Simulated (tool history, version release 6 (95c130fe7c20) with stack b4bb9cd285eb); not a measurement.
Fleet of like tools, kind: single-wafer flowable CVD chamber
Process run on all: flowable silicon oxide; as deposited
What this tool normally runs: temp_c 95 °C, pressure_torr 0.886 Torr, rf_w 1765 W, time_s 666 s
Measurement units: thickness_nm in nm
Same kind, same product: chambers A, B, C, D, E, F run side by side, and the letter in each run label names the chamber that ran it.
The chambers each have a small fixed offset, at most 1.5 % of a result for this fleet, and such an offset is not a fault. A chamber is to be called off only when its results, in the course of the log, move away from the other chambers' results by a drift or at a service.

| run | hour | temp_c | pressure_torr | rf_w | time_s | read-back reference wafer on the same gauge, thickness_nm | thickness_nm |
|---|---|---|---|---|---|---|---|
| 1C | 4.1 | 95 | 0.886 | 1765 | 666 | 592.69 | 529.74 |
| 2B | 7.8 | 95 | 0.886 | 1765 | 666 | 593.27 | 525.24 |
| 3E | 12.3 | 95 | 0.886 | 1765 | 666 | 593.25 | 524.22 |
| 4D | 15.6 | 95 | 0.886 | 1765 | 666 | 593.06 | 531.62 |
| 5F | 20.2 | 95 | 0.886 | 1765 | 666 | 593.29 | 523.32 |
|  | 21.5 | chamber F: RF generator calibrated |
| 6A | 22.5 | 95 | 0.886 | 1765 | 666 | 593.12 | 534.55 |
| 7A | 25.3 | 95 | 0.886 | 1765 | 666 | 592.72 | 534.21 |
| 8E | 28.7 | 95 | 0.886 | 1765 | 666 | 593.52 | 524.39 |
| 9F | 33.1 | 95 | 0.886 | 1765 | 666 | 593.39 | 528.25 |
| 10C | 36 | 95 | 0.886 | 1765 | 666 | 593.25 | 530.52 |
| 11D | 39.3 | 95 | 0.886 | 1765 | 666 | 593.26 | 531.5 |
| 12B | 43.6 | 95 | 0.886 | 1765 | 666 | 592.75 | 524.35 |
| 13A | 48 | 95 | 0.886 | 1765 | 666 | 592.99 | 532.54 |
| 14F | 52.7 | 95 | 0.886 | 1765 | 666 | 592.64 | 530.79 |
| 15B | 54.9 | 95 | 0.886 | 1765 | 666 | 592.75 | 518.49 |
| 16D | 57.1 | 95 | 0.886 | 1765 | 666 | 593.61 | 536.62 |
| 17E | 59.4 | 95 | 0.886 | 1765 | 666 | 592.49 | 523.94 |
| 18C | 63.4 | 95 | 0.886 | 1765 | 666 | 592.89 | 530.26 |
| 19D | 68.2 | 95 | 0.886 | 1765 | 666 | 592.71 | 534.41 |
| 20C | 70.9 | 95 | 0.886 | 1765 | 666 | 593.01 | 527.72 |
| 21A | 74.7 | 95 | 0.886 | 1765 | 666 | 592.9 | 534.98 |
| 22B | 78.9 | 95 | 0.886 | 1765 | 666 | 593.31 | 522.89 |
| 23F | 82.4 | 95 | 0.713 | 1475 | 666 | 593.07 | 378.83 |
| 24E | 85.8 | 95 | 0.713 | 1475 | 666 | 592.89 | 377.32 |
| 25E | 90.7 | 95 | 0.713 | 1475 | 666 | 593.6 | 374.28 |
| 26B | 94.9 | 95 | 0.713 | 1475 | 666 | 592.73 | 377.63 |
| 27C | 98.7 | 95 | 0.713 | 1475 | 666 | 593.16 | 381.21 |
| 28A | 101.1 | 95 | 0.713 | 1475 | 666 | 592.16 | 378.87 |
| 29F | 105.3 | 95 | 0.886 | 1765 | 666 | 593.21 | 528.89 |
| 30D | 107.7 | 95 | 0.886 | 1765 | 666 | 593.11 | 531.41 |
| 31A | 112.1 | 95 | 0.886 | 1765 | 666 | 593.16 | 537.38 |
|  | 113 | chamber C: RF generator calibrated |
| 32B | 115 | 95 | 0.886 | 1765 | 666 | 592.56 | 529.13 |
| 33E | 118 | 95 | 0.886 | 1765 | 666 | 592.9 | 521.67 |
| 34F | 122.2 | 95 | 0.886 | 1765 | 666 | 592.38 | 527.39 |
| 35C | 126.7 | 95 | 0.886 | 1765 | 666 | 592.42 | 529.71 |
| 36D | 129.2 | 95 | 0.886 | 1765 | 666 | 592.66 | 530.72 |
| 37C | 134.2 | 95 | 0.886 | 1765 | 666 | 592.66 | 527.82 |
| 38F | 139.2 | 95 | 0.886 | 1765 | 666 | 593.4 | 531.94 |
| 39B | 142.1 | 95 | 0.886 | 1765 | 666 | 592.88 | 525.21 |
| 40A | 145.2 | 95 | 0.886 | 1765 | 666 | 593.4 | 533.88 |
| 41D | 148.6 | 95 | 0.886 | 1765 | 666 | 592.86 | 532.09 |
| 42E | 153.3 | 95 | 0.886 | 1765 | 666 | 592.49 | 520.17 |
| 43B | 157.1 | 95 | 0.886 | 1765 | 666 | 592.31 | 525.5 |
| 44C | 159.3 | 95 | 0.886 | 1765 | 666 | 593.41 | 527.43 |

One chamber off, gauge drift, or nothing amiss beyond the chambers' own small offsets? If it is a chamber, which one, and what is the likeliest cause?

The fleet is healthy, with each chamber sitting at its usual small offset and no drift in the gauge.
